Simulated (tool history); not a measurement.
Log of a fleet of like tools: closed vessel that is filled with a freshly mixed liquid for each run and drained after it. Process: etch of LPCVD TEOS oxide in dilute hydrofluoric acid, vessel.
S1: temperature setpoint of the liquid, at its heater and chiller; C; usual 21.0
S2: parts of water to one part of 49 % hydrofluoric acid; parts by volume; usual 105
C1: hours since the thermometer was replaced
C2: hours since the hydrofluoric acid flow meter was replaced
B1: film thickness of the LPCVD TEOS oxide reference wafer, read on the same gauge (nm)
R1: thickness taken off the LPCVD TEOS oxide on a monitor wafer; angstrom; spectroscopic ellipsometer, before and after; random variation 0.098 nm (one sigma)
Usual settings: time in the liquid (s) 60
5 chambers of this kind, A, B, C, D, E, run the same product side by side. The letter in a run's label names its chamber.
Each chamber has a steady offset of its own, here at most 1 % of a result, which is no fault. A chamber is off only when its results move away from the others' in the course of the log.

{"run": "1B", "hour": 4.9, "S1": 21.0, "S2": 105, "time in the liquid (s)": 60, "C1": 401.5, "C2": 1649.0, "B1": 150.02, "R1": 283.74}
{"run": "2E", "hour": 10.6, "S1": 21.0, "S2": 105, "time in the liquid (s)": 60, "C1": 1404.8, "C2": 207.6, "B1": 149.97, "R1": 284.26}
{"run": "3D", "hour": 14.0, "S1": 21.0, "S2": 105, "time in the liquid (s)": 60, "C1": 617.5, "C2": 973.4, "B1": 150.0, "R1": 280.55}
{"run": "4A", "hour": 18.5, "S1": 21.0, "S2": 105, "time in the liquid (s)": 60, "C1": 500.8, "C2": 98.5, "B1": 149.97, "R1": 280.43}
{"run": "5C", "hour": 22.2, "S1": 18.5, "S2": 130, "time in the liquid (s)": 60, "C1": 1384.4, "C2": 313.4, "B1": 149.94, "R1": 200.59}
{"run": "6D", "hour": 27.5, "S1": 18.5, "S2": 130, "time in the liquid (s)": 60, "C1": 631.0, "C2": 986.9, "B1": 149.98, "R1": 198.91}
{"hour": 28.7, "done": "chamber A: thermometer replaced"}
{"run": "7B", "hour": 33.5, "S1": 18.5, "S2": 130, "time in the liquid (s)": 60, "C1": 430.1, "C2": 1677.6, "B1": 150.01, "R1": 200.31}
{"run": "8A", "hour": 38.7, "S1": 18.5, "S2": 130, "time in the liquid (s)": 60, "C1": 10.0, "C2": 118.7, "B1": 150.0, "R1": 197.43}
{"run": "9E", "hour": 44.2, "S1": 18.5, "S2": 130, "time in the liquid (s)": 60, "C1": 1438.4, "C2": 241.2, "B1": 149.95, "R1": 201.48}
{"run": "10C", "hour": 46.9, "S1": 17.0, "S2": 105, "time in the liquid (s)": 90, "C1": 1409.1, "C2": 338.1, "B1": 150.0, "R1": 358.28}
{"run": "11B", "hour": 50.2, "S1": 17.0, "S2": 105, "time in the liquid (s)": 90, "C1": 446.8, "C2": 1694.3, "B1": 149.98, "R1": 358.58}
{"run": "12D", "hour": 55.7, "S1": 17.0, "S2": 105, "time in the liquid (s)": 90, "C1": 659.2, "C2": 1015.1, "B1": 150.01, "R1": 357.9}
{"run": "13E", "hour": 59.2, "S1": 17.0, "S2": 105, "time in the liquid (s)": 90, "C1": 1453.4, "C2": 256.2, "B1": 149.99, "R1": 359.86}
{"run": "14A", "hour": 63.6, "S1": 17.0, "S2": 105, "time in the liquid (s)": 90, "C1": 34.9, "C2": 143.6, "B1": 149.97, "R1": 356.61}
{"run": "15C", "hour": 66.8, "S1": 21.0, "S2": 105, "time in the liquid (s)": 60, "C1": 1429.0, "C2": 358.0, "B1": 150.01, "R1": 283.72}
{"run": "16C", "hour": 71.0, "S1": 21.0, "S2": 105, "time in the liquid (s)": 60, "C1": 1433.2, "C2": 362.2, "B1": 149.98, "R1": 282.22}
{"run": "17B", "hour": 76.9, "S1": 21.0, "S2": 105, "time in the liquid (s)": 60, "C1": 473.5, "C2": 1721.0, "B1": 149.99, "R1": 282.65}
{"run": "18A", "hour": 80.9, "S1": 21.0, "S2": 105, "time in the liquid (s)": 60, "C1": 52.2, "C2": 160.9, "B1": 150.0, "R1": 280.55}
{"run": "19D", "hour": 86.4, "S1": 21.0, "S2": 105, "time in the liquid (s)": 60, "C1": 689.9, "C2": 1045.8, "B1": 150.0, "R1": 278.12}
{"run": "20E", "hour": 91.2, "S1": 21.0, "S2": 105, "time in the liquid (s)": 60, "C1": 1485.4, "C2": 288.2, "B1": 150.0, "R1": 285.29}
{"run": "21A", "hour": 96.5, "S1": 21.0, "S2": 105, "time in the liquid (s)": 60, "C1": 67.8, "C2": 176.5, "B1": 150.02, "R1": 278.96}
{"run": "22B", "hour": 101.9, "S1": 21.0, "S2": 105, "time in the liquid (s)": 60, "C1": 498.5, "C2": 1746.0, "B1": 150.03, "R1": 283.4}
{"run": "23C", "hour": 105.2, "S1": 21.0, "S2": 105, "time in the liquid (s)": 90, "C1": 1467.4, "C2": 396.4, "B1": 150.02, "R1": 425.05}
{"run": "24E", "hour": 108.7, "S1": 21.0, "S2": 105, "time in the liquid (s)": 90, "C1": 1502.9, "C2": 305.7, "B1": 150.0, "R1": 426.19}
{"run": "25D", "hour": 111.7, "S1": 21.0, "S2": 105, "time in the liquid (s)": 90, "C1": 715.2, "C2": 1071.1, "B1": 149.97, "R1": 419.29}
{"run": "26E", "hour": 115.9, "S1": 21.0, "S2": 105, "time in the liquid (s)": 90, "C1": 1510.1, "C2": 312.9, "B1": 150.02, "R1": 425.51}
{"run": "27D", "hour": 120.4, "S1": 21.0, "S2": 105, "time in the liquid (s)": 90, "C1": 723.9, "C2": 1079.8, "B1": 149.99, "R1": 418.13}
{"run": "28B", "hour": 123.7, "S1": 21.0, "S2": 105, "time in the liquid (s)": 60, "C1": 520.3, "C2": 1767.8, "B1": 150.03, "R1": 283.95}
{"run": "29C", "hour": 128.1, "S1": 21.0, "S2": 105, "time in the liquid (s)": 60, "C1": 1490.3, "C2": 419.3, "B1": 149.97, "R1": 281.71}
{"run": "30A", "hour": 133.0, "S1": 21.0, "S2": 105, "time in the liquid (s)": 60, "C1": 104.3, "C2": 213.0, "B1": 150.02, "R1": 278.38}
{"run": "31D", "hour": 138.2, "S1": 21.0, "S2": 105, "time in the liquid (s)": 60, "C1": 741.7, "C2": 1097.6, "B1": 150.0, "R1": 280.49}
{"run": "32B", "hour": 143.5, "S1": 21.0, "S2": 105, "time in the liquid (s)": 60, "C1": 540.1, "C2": 1787.6, "B1": 149.98, "R1": 284.47}
{"run": "33E", "hour": 149.0, "S1": 21.0, "S2": 105, "time in the liquid (s)": 60, "C1": 1543.2, "C2": 346.0, "B1": 150.0, "R1": 283.0}
{"run": "34A", "hour": 151.8, "S1": 21.0, "S2": 105, "time in the liquid (s)": 60, "C1": 123.1, "C2": 231.8, "B1": 149.97, "R1": 279.83}
{"run": "35C", "hour": 155.6, "S1": 21.0, "S2": 105, "time in the liquid (s)": 60, "C1": 1517.8, "C2": 446.8, "B1": 149.99, "R1": 283.01}
{"run": "36B", "hour": 159.2, "S1": 21.0, "S2": 105, "time in the liquid (s)": 60, "C1": 555.8, "C2": 1803.3, "B1": 150.02, "R1": 282.86}

What goes on in this fleet: one chamber off, a drifting gauge, or nothing beyond the chambers' own small offsets? Name the chamber and the cause, if any.

No chamber stands off beyond its own small offset, and the gauge holds steady.

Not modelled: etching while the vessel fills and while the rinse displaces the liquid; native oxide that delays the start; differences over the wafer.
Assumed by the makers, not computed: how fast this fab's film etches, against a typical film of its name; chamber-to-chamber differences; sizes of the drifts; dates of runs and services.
